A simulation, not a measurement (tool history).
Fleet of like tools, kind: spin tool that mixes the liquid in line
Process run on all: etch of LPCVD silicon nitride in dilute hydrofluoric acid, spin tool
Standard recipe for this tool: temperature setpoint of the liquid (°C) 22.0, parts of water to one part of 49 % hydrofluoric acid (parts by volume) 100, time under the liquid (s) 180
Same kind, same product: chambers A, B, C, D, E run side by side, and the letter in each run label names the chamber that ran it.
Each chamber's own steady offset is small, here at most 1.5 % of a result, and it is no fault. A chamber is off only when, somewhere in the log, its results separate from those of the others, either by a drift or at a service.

| run | day | temperature setpoint of the liquid (°C) | parts of water to one part of 49 % hydrofluoric acid (parts by volume) | time under the liquid (s) | read-back film thickness of the LPCVD silicon nitride reference wafer, read on the same gauge (nm) | thickness taken off the LPCVD silicon nitride on a monitor wafer (nm) |
|---|---|---|---|---|---|---|
| 1C | 0.367 | 22.0 | 100 | 180 | 39.988 | 0.75572 |
| 2A | 0.525 | 22.0 | 100 | 180 | 40.022 | 0.74998 |
| 3B | 0.712 | 22.0 | 100 | 180 | 39.965 | 0.77796 |
| 4D | 0.975 | 22.0 | 100 | 180 | 40.029 | 0.76035 |
| 5E | 1.288 | 22.0 | 100 | 180 | 39.976 | 0.71596 |
| 6D | 1.462 | 22.0 | 100 | 180 | 40.007 | 0.73713 |
| 7A | 1.688 | 24.0 | 100 | 180 | 39.974 | 0.80944 |
| 8B | 2.042 | 24.0 | 100 | 180 | 40.009 | 0.82636 |
| 9E | 2.304 | 24.0 | 100 | 180 | 39.995 | 0.83310 |
| 10C | 2.542 | 24.0 | 100 | 180 | 39.988 | 0.80325 |
| 11B | 2.788 | 24.0 | 100 | 180 | 39.996 | 0.83043 |
| 12E | 3.117 | 22.0 | 100 | 180 | 39.981 | 0.73218 |
| 13D | 3.325 | 22.0 | 100 | 180 | 40.031 | 0.74007 |
| 14A | 3.492 | 22.0 | 100 | 180 | 39.971 | 0.72239 |
| 15C | 3.788 | 22.0 | 100 | 180 | 40.001 | 0.69724 |
| 16A | 3.971 | 22.0 | 100 | 180 | 40.010 | 0.73241 |
| 17B | 4.312 | 22.0 | 100 | 180 | 40.016 | 0.72048 |
| 18E | 4.625 | 22.0 | 115 | 180 | 39.955 | 0.63548 |
| 19D | 4.967 | 22.0 | 115 | 180 | 39.956 | 0.63807 |
| 20C | 5.275 | 22.0 | 115 | 180 | 40.045 | 0.63635 |
|  | 5.350 | chamber C: hydrofluoric acid flow meter replaced |
| 21D | 5.446 | 22.0 | 115 | 180 | 39.939 | 0.63002 |
| 22B | 5.721 | 22.0 | 115 | 180 | 39.969 | 0.68600 |
| 23E | 5.892 | 22.0 | 100 | 180 | 40.019 | 0.69571 |
| 24C | 6.071 | 22.0 | 100 | 180 | 39.951 | 0.69993 |
| 25A | 6.442 | 18.5 | 125 | 180 | 39.994 | 0.48349 |
| 26C | 6.675 | 18.5 | 125 | 180 | 40.025 | 0.45220 |
| 27B | 6.858 | 18.5 | 125 | 180 | 39.992 | 0.44323 |
|  | 7.129 | chamber C: thermometer replaced |
| 28D | 7.138 | 18.5 | 125 | 180 | 39.985 | 0.47708 |
|  | 7.471 | chamber B: hydrofluoric acid flow meter replaced |
| 29A | 7.475 | 18.5 | 125 | 180 | 40.014 | 0.45818 |
| 30E | 7.708 | 22.0 | 100 | 180 | 40.015 | 0.73139 |
| 31E | 7.912 | 22.0 | 100 | 180 | 39.978 | 0.72752 |
| 32B | 8.108 | 22.0 | 100 | 180 | 40.012 | 0.72664 |
| 33D | 8.375 | 22.0 | 100 | 180 | 40.030 | 0.74897 |
| 34C | 8.671 | 22.0 | 100 | 180 | 39.985 | 0.73069 |

Is one chamber off against the others, does the gauge drift, or is nothing wrong? If a chamber is off, say which, and what the likeliest cause is.

Nothing is wrong: each chamber keeps only its own small, steady offset and the gauge holds still.
